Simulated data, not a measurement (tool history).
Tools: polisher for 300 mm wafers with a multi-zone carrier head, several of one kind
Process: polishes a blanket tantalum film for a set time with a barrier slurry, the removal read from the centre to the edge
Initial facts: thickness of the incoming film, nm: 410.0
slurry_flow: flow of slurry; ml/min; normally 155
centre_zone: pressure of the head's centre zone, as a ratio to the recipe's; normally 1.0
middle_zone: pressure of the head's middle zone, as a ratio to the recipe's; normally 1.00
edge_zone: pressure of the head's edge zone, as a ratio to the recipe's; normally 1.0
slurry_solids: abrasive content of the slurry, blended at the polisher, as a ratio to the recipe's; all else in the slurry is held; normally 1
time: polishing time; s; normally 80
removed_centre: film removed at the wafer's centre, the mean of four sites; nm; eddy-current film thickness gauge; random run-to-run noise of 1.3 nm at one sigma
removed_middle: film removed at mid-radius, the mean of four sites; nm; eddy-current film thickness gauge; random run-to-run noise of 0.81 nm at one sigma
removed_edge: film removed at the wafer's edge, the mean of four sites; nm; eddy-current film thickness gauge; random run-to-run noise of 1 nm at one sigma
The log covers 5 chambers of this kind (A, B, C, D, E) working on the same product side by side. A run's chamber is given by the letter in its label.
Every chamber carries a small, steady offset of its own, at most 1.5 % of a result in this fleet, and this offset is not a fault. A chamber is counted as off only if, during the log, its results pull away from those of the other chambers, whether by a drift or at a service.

run,day,slurry_flow,centre_zone,middle_zone,edge_zone,slurry_solids,time,removed_centre,removed_middle,removed_edge
# day 0.050: chamber E: slurry nozzle cleaned
1B,0.192,155,1.0,1.00,1.0,1,80,91.698,90.084,89.269
# day 0.204: chamber B: worn pad replaced by a new one
2E,0.450,155,1.0,1.00,1.0,1,80,86.869,88.845,90.006
3C,0.650,155,1.0,1.00,1.0,1,80,88.919,88.488,90.882
4A,0.808,155,1.0,1.00,1.0,1,80,87.756,88.185,88.853
5D,1.029,155,1.0,1.00,1.0,1,80,87.361,88.348,89.174
6B,1.254,155,1.0,1.00,1.0,1,80,89.554,88.288,92.218
7A,1.400,155,1.0,1.00,1.0,1,80,87.750,88.814,90.294
8C,1.571,155,1.0,1.00,1.0,1,80,88.136,88.549,89.829
9D,1.712,155,1.0,1.00,1.0,1,80,87.033,88.934,88.067
10E,1.883,155,1.0,1.00,1.0,1,80,86.218,89.435,88.902
# day 2.079: chamber A: worn pad replaced by a new one
11D,2.117,155,1.0,1.00,1.0,1,80,90.231,89.631,89.156
12B,2.396,155,1.0,1.00,1.0,1,80,88.142,89.736,90.383
# day 2.492: chamber E: centre zone pressure recalibrated
13A,2.533,155,1.0,1.00,1.0,1,80,88.540,87.923,87.439
# day 2.658: chamber A: slurry nozzle cleaned
# day 2.746: chamber B: edge zone pressure recalibrated
14C,2.754,155,1.0,1.00,1.0,1,80,91.001,87.785,88.507
15E,2.917,155,1.0,1.07,1.0,1,80,97.291,92.347,89.452
16A,3.117,155,1.0,1.07,1.0,1,80,88.077,95.490,87.414
17E,3.267,155,1.0,1.07,1.0,1,80,97.911,92.582,87.849
18B,3.462,155,1.0,1.07,1.0,1,80,88.543,97.053,89.599
19C,3.667,155,1.0,1.07,1.0,1,80,90.190,96.043,89.085
20D,3.796,155,1.0,1.00,1.0,1,80,89.072,88.497,89.513
# day 3.925: chamber B: worn pad replaced by a new one
# day 3.958: chamber D: worn pad replaced by a new one
21E,4.092,155,1.0,1.00,1.0,1,80,95.659,86.704,87.989
# day 4.308: chamber E: worn pad replaced by a new one
22A,4.367,155,1.0,1.00,1.0,1,80,88.361,88.720,88.372
23B,4.571,155,1.0,1.00,1.0,1,80,88.725,90.391,89.189
24C,4.858,155,1.0,1.00,1.0,1,80,89.465,88.564,90.232
25D,5.150,155,1.1,1.00,1.0,1,80,98.612,87.501,88.147
# day 5.162: chamber A: centre zone pressure recalibrated
26D,5.446,155,1.1,1.00,1.0,1,80,97.698,88.369,88.820
27B,5.671,155,1.1,1.00,1.0,1,80,99.116,89.952,89.718
# day 5.946: chamber C: centre zone pressure recalibrated
28A,5.967,155,1.1,1.00,1.0,1,80,94.144,89.818,88.484
29E,6.192,155,1.1,1.00,1.0,1,80,108.280,87.912,91.092
30C,6.338,155,1.0,1.00,1.1,1,80,89.580,88.413,95.469
# day 6.388: chamber E: edge zone pressure recalibrated
31C,6.550,155,1.0,1.00,1.1,1,80,87.460,89.006,93.639
32A,6.750,155,1.0,1.00,1.1,1,80,89.959,87.506,94.870
33B,6.892,155,1.0,1.00,1.1,1,80,89.024,89.156,94.334
34D,7.108,155,1.0,1.00,1.1,1,80,87.476,89.686,93.715
35E,7.283,155,1.0,1.00,1.0,1,80,97.082,87.096,88.386

The same settings go to every chamber for the next run, one line per chamber below. Forecast the results for each:
36A,7.496,155,1.0,1.00,1.0,1,80,?,?,?
36B,7.496,155,1.0,1.00,1.0,1,80,?,?,?
36C,7.496,155,1.0,1.00,1.0,1,80,?,?,?
36D,7.496,155,1.0,1.00,1.0,1,80,?,?,?
36E,7.496,155,1.0,1.00,1.0,1,80,?,?,?

run,removed_centre,removed_middle,removed_edge
36A,88.006,89.167,88.292
36B,91.645,89.187,90.130
36C,88.813,88.384,89.504
36D,88.383,88.427,88.963
36E,97.311,88.747,89.280
